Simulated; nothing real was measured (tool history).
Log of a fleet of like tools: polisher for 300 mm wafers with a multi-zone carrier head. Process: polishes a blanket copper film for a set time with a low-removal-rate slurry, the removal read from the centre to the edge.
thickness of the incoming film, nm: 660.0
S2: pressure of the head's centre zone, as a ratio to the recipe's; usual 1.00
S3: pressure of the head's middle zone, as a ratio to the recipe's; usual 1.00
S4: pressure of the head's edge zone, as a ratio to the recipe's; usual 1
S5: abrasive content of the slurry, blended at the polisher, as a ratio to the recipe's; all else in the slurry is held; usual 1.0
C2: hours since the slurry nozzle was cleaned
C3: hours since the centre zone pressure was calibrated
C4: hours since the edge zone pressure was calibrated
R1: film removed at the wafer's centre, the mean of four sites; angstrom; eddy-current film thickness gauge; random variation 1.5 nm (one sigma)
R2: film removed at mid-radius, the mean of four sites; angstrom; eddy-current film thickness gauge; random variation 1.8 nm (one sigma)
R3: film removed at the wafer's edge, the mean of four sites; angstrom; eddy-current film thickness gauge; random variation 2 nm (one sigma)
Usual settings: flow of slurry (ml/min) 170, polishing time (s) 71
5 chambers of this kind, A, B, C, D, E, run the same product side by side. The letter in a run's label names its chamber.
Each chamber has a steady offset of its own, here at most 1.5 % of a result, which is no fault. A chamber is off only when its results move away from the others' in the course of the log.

run 1C day=0.229 | flow_of_slurry_(ml/min)=170 S2=1.00 S3=1.00 S4=1 S5=1.0 polishing_time_(s)=71 | wafers_polished_on_this_pad=139 C2=133.2 C3=592.2 C4=1123.3 | R1=1683.2 R2=1657.5 R3=1662.5
run 2A day=0.567 | flow_of_slurry_(ml/min)=170 S2=1.00 S3=1.00 S4=1 S5=1.0 polishing_time_(s)=71 | wafers_polished_on_this_pad=902 C2=518.5 C3=269.2 C4=434.6 | R1=1635.0 R2=1706.0 R3=1658.1
run 3E day=0.879 | flow_of_slurry_(ml/min)=170 S2=1.00 S3=1.00 S4=1 S5=1.0 polishing_time_(s)=71 | wafers_polished_on_this_pad=1526 C2=390.0 C3=375.4 C4=245.8 | R1=1660.8 R2=1644.9 R3=1648.8
-- day=0.967 chamber D: worn pad replaced by a new one
run 4D day=1.096 | flow_of_slurry_(ml/min)=170 S2=1.00 S3=1.00 S4=1 S5=1.0 polishing_time_(s)=71 | wafers_polished_on_this_pad=20 C2=160.2 C3=721.3 C4=1284.2 | R1=1658.1 R2=1635.0 R3=1653.0
run 5B day=1.433 | flow_of_slurry_(ml/min)=170 S2=0.93 S3=1.00 S4=1 S5=1.0 polishing_time_(s)=71 | wafers_polished_on_this_pad=376 C2=155.9 C3=172.1 C4=194.3 | R1=1522.0 R2=1636.3 R3=1651.0
-- day=1.525 chamber E: worn pad replaced by a new one
-- day=1.708 chamber A: worn pad replaced by a new one
run 6B day=1.762 | flow_of_slurry_(ml/min)=170 S2=0.93 S3=1.00 S4=1 S5=1.0 polishing_time_(s)=71 | wafers_polished_on_this_pad=428 C2=163.8 C3=180.0 C4=202.2 | R1=1549.5 R2=1675.9 R3=1645.9
run 7D day=1.958 | flow_of_slurry_(ml/min)=170 S2=0.93 S3=1.00 S4=1 S5=1.0 polishing_time_(s)=71 | wafers_polished_on_this_pad=155 C2=180.9 C3=742.0 C4=1304.9 | R1=1529.5 R2=1646.9 R3=1658.2
run 8E day=2.146 | flow_of_slurry_(ml/min)=170 S2=0.93 S3=1.00 S4=1 S5=1.0 polishing_time_(s)=71 | wafers_polished_on_this_pad=97 C2=420.4 C3=405.8 C4=276.2 | R1=1531.7 R2=1644.5 R3=1650.7
-- day=2.271 chamber D: edge zone pressure recalibrated
run 9C day=2.312 | flow_of_slurry_(ml/min)=170 S2=0.93 S3=1.00 S4=1 S5=1.0 polishing_time_(s)=71 | wafers_polished_on_this_pad=464 C2=183.2 C3=642.2 C4=1173.3 | R1=1549.4 R2=1656.4 R3=1662.0
run 10A day=2.654 | flow_of_slurry_(ml/min)=170 S2=1.00 S3=1.00 S4=1 S5=1.0 polishing_time_(s)=71 | wafers_polished_on_this_pad=148 C2=568.6 C3=319.3 C4=484.7 | R1=1646.8 R2=1679.1 R3=1667.7
run 11E day=2.850 | flow_of_slurry_(ml/min)=170 S2=1.00 S3=1.00 S4=1 S5=1.0 polishing_time_(s)=71 | wafers_polished_on_this_pad=207 C2=437.3 C3=422.7 C4=293.1 | R1=1666.6 R2=1676.4 R3=1635.8
run 12B day=3.033 | flow_of_slurry_(ml/min)=170 S2=1.00 S3=1.00 S4=1 S5=1.0 polishing_time_(s)=71 | wafers_polished_on_this_pad=626 C2=194.3 C3=210.5 C4=232.7 | R1=1676.6 R2=1631.6 R3=1643.1
run 13D day=3.379 | flow_of_slurry_(ml/min)=170 S2=1.00 S3=1.00 S4=1 S5=1.0 polishing_time_(s)=71 | wafers_polished_on_this_pad=377 C2=215.0 C3=776.1 C4=26.6 | R1=1653.7 R2=1654.7 R3=1635.3
run 14A day=3.542 | flow_of_slurry_(ml/min)=170 S2=1.00 S3=1.00 S4=1 S5=1.0 polishing_time_(s)=71 | wafers_polished_on_this_pad=286 C2=589.9 C3=340.6 C4=506.0 | R1=1670.0 R2=1663.2 R3=1665.8
run 15C day=3.783 | flow_of_slurry_(ml/min)=170 S2=1.00 S3=1.00 S4=1 S5=1.0 polishing_time_(s)=71 | wafers_polished_on_this_pad=694 C2=218.5 C3=677.5 C4=1208.6 | R1=1668.4 R2=1656.0 R3=1631.1
-- day=3.808 chamber B: worn pad replaced by a new one
run 16B day=4.100 | flow_of_slurry_(ml/min)=170 S2=1.00 S3=1.00 S4=1 S5=1.0 polishing_time_(s)=71 | wafers_polished_on_this_pad=45 C2=219.9 C3=236.1 C4=258.3 | R1=1649.8 R2=1660.4 R3=1660.9
run 17E day=4.317 | flow_of_slurry_(ml/min)=170 S2=1.00 S3=1.00 S4=1 S5=1.0 polishing_time_(s)=71 | wafers_polished_on_this_pad=436 C2=472.5 C3=457.9 C4=328.3 | R1=1663.5 R2=1637.5 R3=1646.3
run 18C day=4.621 | flow_of_slurry_(ml/min)=170 S2=1.00 S3=1.00 S4=1 S5=1.0 polishing_time_(s)=49 | wafers_polished_on_this_pad=825 C2=238.6 C3=697.6 C4=1228.7 | R1=1136.3 R2=1134.1 R3=1135.7
run 19A day=4.979 | flow_of_slurry_(ml/min)=170 S2=1.00 S3=1.00 S4=1 S5=1.0 polishing_time_(s)=49 | wafers_polished_on_this_pad=511 C2=624.4 C3=375.1 C4=540.5 | R1=1141.7 R2=1167.2 R3=1150.7
-- day=5.104 chamber A: slurry nozzle cleaned
run 20D day=5.221 | flow_of_slurry_(ml/min)=170 S2=1.00 S3=1.00 S4=1 S5=1.0 polishing_time_(s)=49 | wafers_polished_on_this_pad=664 C2=259.2 C3=820.3 C4=70.8 | R1=1160.7 R2=1130.7 R3=1168.7
run 21E day=5.408 | flow_of_slurry_(ml/min)=170 S2=1.00 S3=1.00 S4=1 S5=1.0 polishing_time_(s)=49 | wafers_polished_on_this_pad=607 C2=498.7 C3=484.1 C4=354.5 | R1=1140.8 R2=1153.6 R3=1137.4
-- day=5.538 chamber C: worn pad replaced by a new one
run 22A day=5.612 | flow_of_slurry_(ml/min)=170 S2=1.00 S3=1.00 S4=1 S5=1.0 polishing_time_(s)=49 | wafers_polished_on_this_pad=610 C2=12.2 C3=390.3 C4=555.7 | R1=1131.2 R2=1154.3 R3=1147.7
run 23C day=5.788 | flow_of_slurry_(ml/min)=170 S2=1.00 S3=1.11 S4=1 S5=0.8 polishing_time_(s)=71 | wafers_polished_on_this_pad=39 C2=266.6 C3=725.6 C4=1256.7 | R1=1609.6 R2=1738.4 R3=1597.2
run 24D day=6.058 | flow_of_slurry_(ml/min)=170 S2=1.00 S3=1.11 S4=1 S5=0.8 polishing_time_(s)=71 | wafers_polished_on_this_pad=795 C2=279.3 C3=840.4 C4=90.9 | R1=1582.6 R2=1775.4 R3=1553.2
run 25B day=6.279 | flow_of_slurry_(ml/min)=170 S2=1.00 S3=1.11 S4=1 S5=0.8 polishing_time_(s)=71 | wafers_polished_on_this_pad=386 C2=272.2 C3=288.4 C4=310.6 | R1=1596.8 R2=1771.6 R3=1590.2
run 26C day=6.521 | flow_of_slurry_(ml/min)=170 S2=1.00 S3=1.11 S4=1 S5=0.8 polishing_time_(s)=71 | wafers_polished_on_this_pad=154 C2=284.2 C3=743.2 C4=1274.3 | R1=1612.2 R2=1737.8 R3=1544.6
-- day=6.846 chamber D: worn pad replaced by a new one
run 27E day=6.867 | flow_of_slurry_(ml/min)=170 S2=1.00 S3=1.11 S4=1 S5=0.8 polishing_time_(s)=71 | wafers_polished_on_this_pad=834 C2=533.7 C3=519.1 C4=389.5 | R1=1567.6 R2=1718.5 R3=1553.5
run 28B day=7.067 | flow_of_slurry_(ml/min)=170 S2=1.00 S3=1.00 S4=1 S5=1.0 polishing_time_(s)=71 | wafers_polished_on_this_pad=509 C2=291.1 C3=307.3 C4=329.5 | R1=1647.0 R2=1678.9 R3=1634.9
run 29A day=7.238 | flow_of_slurry_(ml/min)=170 S2=1.00 S3=1.00 S4=1 S5=1.0 polishing_time_(s)=84 | wafers_polished_on_this_pad=864 C2=51.2 C3=429.3 C4=594.7 | R1=1959.9 R2=1971.9 R3=1945.5
run 30D day=7.529 | flow_of_slurry_(ml/min)=170 S2=1.00 S3=1.00 S4=1 S5=1.0 polishing_time_(s)=84 | wafers_polished_on_this_pad=107 C2=314.6 C3=875.7 C4=126.2 | R1=1945.9 R2=1934.6 R3=1910.0
run 31E day=7.808 | flow_of_slurry_(ml/min)=170 S2=1.00 S3=1.00 S4=1 S5=1.0 polishing_time_(s)=84 | wafers_polished_on_this_pad=982 C2=556.3 C3=541.7 C4=412.1 | R1=1976.3 R2=1962.0 R3=1957.5
run 32C day=7.975 | flow_of_slurry_(ml/min)=170 S2=1.00 S3=1.00 S4=1 S5=1.0 polishing_time_(s)=84 | wafers_polished_on_this_pad=381 C2=319.1 C3=778.1 C4=1309.2 | R1=1967.4 R2=1966.6 R3=1946.9
run 33A day=8.246 | flow_of_slurry_(ml/min)=170 S2=1.00 S3=1.00 S4=1 S5=1.0 polishing_time_(s)=84 | wafers_polished_on_this_pad=1021 C2=75.4 C3=453.5 C4=618.9 | R1=1967.1 R2=1961.9 R3=1916.5

Next, every chamber runs the same settings. What will each give?
run 34A day=8.504 | flow_of_slurry_(ml/min)=170 S2=1.00 S3=1.00 S4=1 S5=1.0 polishing_time_(s)=71 | R1=? R2=? R3=?
run 34B day=8.504 | flow_of_slurry_(ml/min)=170 S2=1.00 S3=1.00 S4=1 S5=1.0 polishing_time_(s)=71 | R1=? R2=? R3=?
run 34C day=8.504 | flow_of_slurry_(ml/min)=170 S2=1.00 S3=1.00 S4=1 S5=1.0 polishing_time_(s)=71 | R1=? R2=? R3=?
run 34D day=8.504 | flow_of_slurry_(ml/min)=170 S2=1.00 S3=1.00 S4=1 S5=1.0 polishing_time_(s)=71 | R1=? R2=? R3=?
run 34E day=8.504 | flow_of_slurry_(ml/min)=170 S2=1.00 S3=1.00 S4=1 S5=1.0 polishing_time_(s)=71 | R1=? R2=? R3=?

run=34A R1=1679.5 R2=1680.6 R3=1646.8
run=34B R1=1657.1 R2=1663.1 R3=1657.4
run=34C R1=1647.5 R2=1689.0 R3=1635.2
run=34D R1=1665.3 R2=1664.9 R3=1625.0
run=34E R1=1669.2 R2=1681.6 R3=1646.4
